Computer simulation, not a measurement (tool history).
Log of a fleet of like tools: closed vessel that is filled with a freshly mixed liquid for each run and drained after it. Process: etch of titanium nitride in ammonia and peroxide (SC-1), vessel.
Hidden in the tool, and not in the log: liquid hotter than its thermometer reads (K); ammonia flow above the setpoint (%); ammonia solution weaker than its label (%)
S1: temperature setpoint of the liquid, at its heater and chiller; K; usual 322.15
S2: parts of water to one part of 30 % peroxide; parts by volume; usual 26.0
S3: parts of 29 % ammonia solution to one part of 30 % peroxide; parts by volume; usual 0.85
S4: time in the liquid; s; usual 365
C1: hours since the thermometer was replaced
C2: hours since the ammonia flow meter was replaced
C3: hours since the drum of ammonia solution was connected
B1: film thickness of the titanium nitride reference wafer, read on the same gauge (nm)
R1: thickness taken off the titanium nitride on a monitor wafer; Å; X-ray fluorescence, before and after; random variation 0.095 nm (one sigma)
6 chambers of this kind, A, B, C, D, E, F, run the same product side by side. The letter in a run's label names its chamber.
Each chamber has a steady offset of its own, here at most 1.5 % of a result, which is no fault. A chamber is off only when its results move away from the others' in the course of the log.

run,hour,S1,S2,S3,S4,C1,C2,C3,B1,R1
1F,4.5,322.15,26.0,0.85,365,941.0,1701.2,25.2,120.02,141.910
2D,9.8,322.15,26.0,0.85,365,1099.3,930.6,375.6,120.00,140.120
3C,16.8,322.15,26.0,0.85,365,1484.7,2110.6,124.1,120.00,138.190
4A,25.2,322.15,26.0,0.85,365,777.3,598.0,522.8,119.98,140.110
5E,33.2,322.15,26.0,0.85,365,372.1,2041.4,286.9,119.99,140.290
6B,40.8,322.15,26.0,0.85,365,965.4,1933.3,439.3,119.98,138.480
7F,46.8,322.15,26.0,0.85,365,983.3,1743.5,67.5,120.01,141.380
# hour 51.2: chamber B: new drum of ammonia solution connected
8B,56.5,322.15,26.0,0.85,365,981.1,1949.0,5.3,120.02,140.150
9D,64.5,322.15,26.0,0.85,365,1154.0,985.3,430.3,120.01,141.470
10C,72.4,322.15,26.0,0.85,365,1540.3,2166.2,179.7,119.99,138.320
11E,76.8,322.15,26.0,0.85,365,415.7,2085.0,330.5,120.00,138.340
# hour 79.4: chamber A: thermometer replaced
12A,84.2,330.65,26.0,0.85,515,4.8,657.0,581.8,120.02,351.870
13F,92.5,330.65,26.0,0.85,515,1029.0,1789.2,113.2,120.01,352.910
14B,100.3,330.65,26.0,0.85,515,1024.9,1992.8,49.1,119.99,359.360
# hour 103.9: chamber B: ammonia flow meter replaced
15A,108.6,330.65,26.0,0.85,515,29.2,681.4,606.2,120.01,354.820
16D,114.5,330.65,26.0,0.85,515,1204.0,1035.3,480.3,120.00,355.150
17E,118.8,330.65,26.0,0.85,515,457.7,2127.0,372.5,119.99,355.360
# hour 125.4: chamber C: thermometer replaced
18C,125.4,322.15,26.0,0.85,365,0.1,2219.2,232.7,119.99,139.810
# hour 129.8: chamber E: ammonia flow meter replaced
19D,131.4,322.15,26.0,0.85,365,1220.9,1052.2,497.2,120.03,140.340
# hour 133.7: chamber A: new drum of ammonia solution connected
20C,141.1,322.15,26.0,0.85,365,15.8,2234.9,248.4,120.01,138.630
21B,150.4,322.15,26.0,0.85,365,1075.0,46.6,99.2,119.99,143.520
22E,157.2,322.15,26.0,0.85,365,496.1,27.4,410.9,119.99,140.970
23A,166.7,322.15,26.0,0.85,365,87.3,739.5,33.1,120.01,139.780
24F,171.6,322.15,26.0,0.85,365,1108.1,1868.3,192.3,120.01,140.490
25D,176.0,322.15,26.0,0.85,365,1265.5,1096.8,541.8,120.00,140.930
26A,184.1,322.15,26.0,0.85,365,104.7,756.9,50.5,119.99,141.380
27E,190.8,322.15,26.0,0.85,365,529.7,61.0,444.5,119.99,138.960
28B,197.1,322.15,26.0,0.85,365,1121.7,93.3,145.9,119.99,145.920
29F,203.6,322.15,26.0,0.85,365,1140.1,1900.3,224.3,120.02,141.450
30C,209.8,322.15,26.0,0.85,365,84.5,2303.6,317.1,120.00,139.880
31F,214.6,322.15,26.0,0.85,365,1151.1,1911.3,235.3,120.00,141.180
32B,222.0,322.15,26.0,0.85,365,1146.6,118.2,170.8,120.01,147.200
33D,226.7,322.15,33.5,0.85,255,1316.2,1147.5,592.5,120.00,84.707
34A,236.1,322.15,33.5,0.85,255,156.7,808.9,102.5,120.01,85.426
35E,244.3,322.15,33.5,0.85,255,583.2,114.5,498.0,120.02,84.857
36C,253.0,322.15,33.5,0.85,255,127.7,2346.8,360.3,119.99,84.080
37B,259.8,322.15,33.5,0.85,255,1184.4,156.0,208.6,120.00,89.181
38F,266.3,322.15,33.5,0.85,255,1202.8,1963.0,287.0,120.02,85.182
39C,272.6,322.15,26.0,0.85,365,147.3,2366.4,379.9,120.01,138.910

What goes on in this fleet: one chamber off, a drifting gauge, or nothing beyond the chambers' own small offsets? Name the chamber and the cause, if any.

Chamber B drifts away from the others.
Cause: liquid hotter than its thermometer reads (K) = 0.868.

Here are 4 candidates for chamber B's next run, each the usual settings with a change, their results left as question marks. Which one brings its results back in line with what the others give on the usual settings?
In line means no further than this from the other chambers' mean on the usual settings: R1 3.300 Å
40B-1,279.6,322.65,26.0,0.85,375,,,,,?
40B-2,279.6,321.65,26.0,0.85,355,,,,,?
40B-3,279.6,322.15,26.0,0.85,320,,,,,?
40B-4,279.6,323.15,26.0,0.85,385,,,,,?

The other chambers' mean on the usual settings: R1 139.970 Å
run,R1
40B-1,158.370
40B-2,139.720
40B-3,130.520
40B-4,168.450
40B-2 brings the chamber back in line.
